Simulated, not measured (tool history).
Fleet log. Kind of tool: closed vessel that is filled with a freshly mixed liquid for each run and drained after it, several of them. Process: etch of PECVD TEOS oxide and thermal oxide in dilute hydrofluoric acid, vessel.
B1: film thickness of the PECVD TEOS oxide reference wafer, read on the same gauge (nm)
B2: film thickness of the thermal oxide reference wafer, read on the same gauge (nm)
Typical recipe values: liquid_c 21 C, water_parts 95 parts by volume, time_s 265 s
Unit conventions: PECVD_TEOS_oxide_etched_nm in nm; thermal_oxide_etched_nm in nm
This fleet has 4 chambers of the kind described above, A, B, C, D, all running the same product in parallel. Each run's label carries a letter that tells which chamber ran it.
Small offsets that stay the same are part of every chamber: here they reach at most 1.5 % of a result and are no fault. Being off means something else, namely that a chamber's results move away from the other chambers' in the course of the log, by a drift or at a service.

run 1B day=0.646 | liquid_c=21 water_parts=95 time_s=265 | B1=39.965 B2=69.994 | PECVD_TEOS_oxide_etched_nm=47.559 thermal_oxide_etched_nm=12.370
run 2C day=1.008 | liquid_c=21 water_parts=95 time_s=265 | B1=39.986 B2=70.001 | PECVD_TEOS_oxide_etched_nm=47.546 thermal_oxide_etched_nm=12.474
run 3A day=1.488 | liquid_c=21 water_parts=95 time_s=265 | B1=39.924 B2=69.967 | PECVD_TEOS_oxide_etched_nm=48.700 thermal_oxide_etched_nm=12.353
run 4D day=1.954 | liquid_c=21 water_parts=95 time_s=265 | B1=39.996 B2=69.990 | PECVD_TEOS_oxide_etched_nm=48.623 thermal_oxide_etched_nm=12.396
run 5B day=2.608 | liquid_c=21 water_parts=95 time_s=265 | B1=40.056 B2=69.991 | PECVD_TEOS_oxide_etched_nm=48.216 thermal_oxide_etched_nm=12.351
run 6A day=2.946 | liquid_c=21 water_parts=95 time_s=265 | B1=40.038 B2=70.002 | PECVD_TEOS_oxide_etched_nm=48.899 thermal_oxide_etched_nm=12.404
-- day=3.367 chamber B: hydrofluoric acid flow meter replaced
run 7C day=3.442 | liquid_c=21 water_parts=95 time_s=265 | B1=39.978 B2=70.000 | PECVD_TEOS_oxide_etched_nm=47.537 thermal_oxide_etched_nm=12.577
run 8D day=3.738 | liquid_c=21 water_parts=95 time_s=265 | B1=39.997 B2=69.974 | PECVD_TEOS_oxide_etched_nm=49.135 thermal_oxide_etched_nm=12.518
run 9C day=4.200 | liquid_c=21 water_parts=95 time_s=265 | B1=39.996 B2=69.989 | PECVD_TEOS_oxide_etched_nm=47.628 thermal_oxide_etched_nm=12.472
run 10D day=4.888 | liquid_c=21 water_parts=95 time_s=265 | B1=39.971 B2=69.962 | PECVD_TEOS_oxide_etched_nm=48.805 thermal_oxide_etched_nm=12.466
run 11A day=5.308 | liquid_c=21 water_parts=95 time_s=265 | B1=40.020 B2=69.995 | PECVD_TEOS_oxide_etched_nm=48.865 thermal_oxide_etched_nm=12.541
run 12B day=5.846 | liquid_c=21 water_parts=95 time_s=265 | B1=39.979 B2=69.997 | PECVD_TEOS_oxide_etched_nm=47.521 thermal_oxide_etched_nm=12.392
run 13A day=6.521 | liquid_c=21 water_parts=95 time_s=265 | B1=39.992 B2=70.016 | PECVD_TEOS_oxide_etched_nm=48.243 thermal_oxide_etched_nm=12.625
run 14D day=6.904 | liquid_c=21 water_parts=95 time_s=265 | B1=39.973 B2=70.003 | PECVD_TEOS_oxide_etched_nm=49.749 thermal_oxide_etched_nm=12.422
run 15B day=7.379 | liquid_c=21 water_parts=95 time_s=265 | B1=40.036 B2=70.028 | PECVD_TEOS_oxide_etched_nm=48.099 thermal_oxide_etched_nm=12.404
run 16C day=7.683 | liquid_c=21 water_parts=95 time_s=265 | B1=40.026 B2=70.001 | PECVD_TEOS_oxide_etched_nm=47.604 thermal_oxide_etched_nm=12.569
run 17A day=8.171 | liquid_c=21 water_parts=95 time_s=265 | B1=40.009 B2=69.996 | PECVD_TEOS_oxide_etched_nm=48.254 thermal_oxide_etched_nm=12.460
run 18B day=8.846 | liquid_c=21 water_parts=95 time_s=265 | B1=40.008 B2=69.975 | PECVD_TEOS_oxide_etched_nm=47.690 thermal_oxide_etched_nm=12.367
run 19C day=9.417 | liquid_c=21 water_parts=95 time_s=265 | B1=40.005 B2=70.036 | PECVD_TEOS_oxide_etched_nm=47.084 thermal_oxide_etched_nm=12.555
-- day=9.454 chamber A: hydrofluoric acid flow meter replaced
run 20D day=9.900 | liquid_c=21 water_parts=95 time_s=265 | B1=39.970 B2=69.983 | PECVD_TEOS_oxide_etched_nm=48.890 thermal_oxide_etched_nm=12.437
run 21B day=10.392 | liquid_c=21 water_parts=95 time_s=265 | B1=40.057 B2=70.008 | PECVD_TEOS_oxide_etched_nm=48.806 thermal_oxide_etched_nm=12.309
run 22D day=10.892 | liquid_c=21 water_parts=95 time_s=265 | B1=39.996 B2=70.042 | PECVD_TEOS_oxide_etched_nm=48.250 thermal_oxide_etched_nm=12.439
run 23A day=11.412 | liquid_c=21 water_parts=95 time_s=265 | B1=39.989 B2=70.011 | PECVD_TEOS_oxide_etched_nm=48.706 thermal_oxide_etched_nm=12.425
-- day=11.679 chamber B: thermometer replaced
-- day=11.775 chamber C: hydrofluoric acid flow meter replaced
run 24C day=11.983 | liquid_c=21 water_parts=95 time_s=265 | B1=39.991 B2=69.999 | PECVD_TEOS_oxide_etched_nm=47.997 thermal_oxide_etched_nm=12.515
run 25B day=12.312 | liquid_c=21 water_parts=45 time_s=265 | B1=39.977 B2=69.974 | PECVD_TEOS_oxide_etched_nm=106.930 thermal_oxide_etched_nm=27.497
run 26A day=12.717 | liquid_c=21 water_parts=45 time_s=265 | B1=39.981 B2=70.010 | PECVD_TEOS_oxide_etched_nm=104.740 thermal_oxide_etched_nm=27.463
-- day=12.783 chamber D: thermometer replaced
run 27D day=13.308 | liquid_c=21 water_parts=45 time_s=265 | B1=39.984 B2=69.996 | PECVD_TEOS_oxide_etched_nm=111.000 thermal_oxide_etched_nm=28.287
run 28C day=13.625 | liquid_c=21 water_parts=45 time_s=265 | B1=39.995 B2=69.994 | PECVD_TEOS_oxide_etched_nm=108.930 thermal_oxide_etched_nm=28.680
run 29B day=14.104 | liquid_c=21 water_parts=95 time_s=265 | B1=39.955 B2=70.004 | PECVD_TEOS_oxide_etched_nm=47.573 thermal_oxide_etched_nm=12.442

Next, all 4 chambers run the settings below, one line each with question marks for the results. What does each chamber give?
run 30A day=14.600 | liquid_c=21 water_parts=95 time_s=265 | PECVD_TEOS_oxide_etched_nm=? thermal_oxide_etched_nm=?
run 30B day=14.600 | liquid_c=21 water_parts=95 time_s=265 | PECVD_TEOS_oxide_etched_nm=? thermal_oxide_etched_nm=?
run 30C day=14.600 | liquid_c=21 water_parts=95 time_s=265 | PECVD_TEOS_oxide_etched_nm=? thermal_oxide_etched_nm=?
run 30D day=14.600 | liquid_c=21 water_parts=95 time_s=265 | PECVD_TEOS_oxide_etched_nm=? thermal_oxide_etched_nm=?

run=30A PECVD_TEOS_oxide_etched_nm=48.637 thermal_oxide_etched_nm=12.317
run=30B PECVD_TEOS_oxide_etched_nm=48.076 thermal_oxide_etched_nm=12.276
run=30C PECVD_TEOS_oxide_etched_nm=47.300 thermal_oxide_etched_nm=12.509
run=30D PECVD_TEOS_oxide_etched_nm=48.341 thermal_oxide_etched_nm=12.443
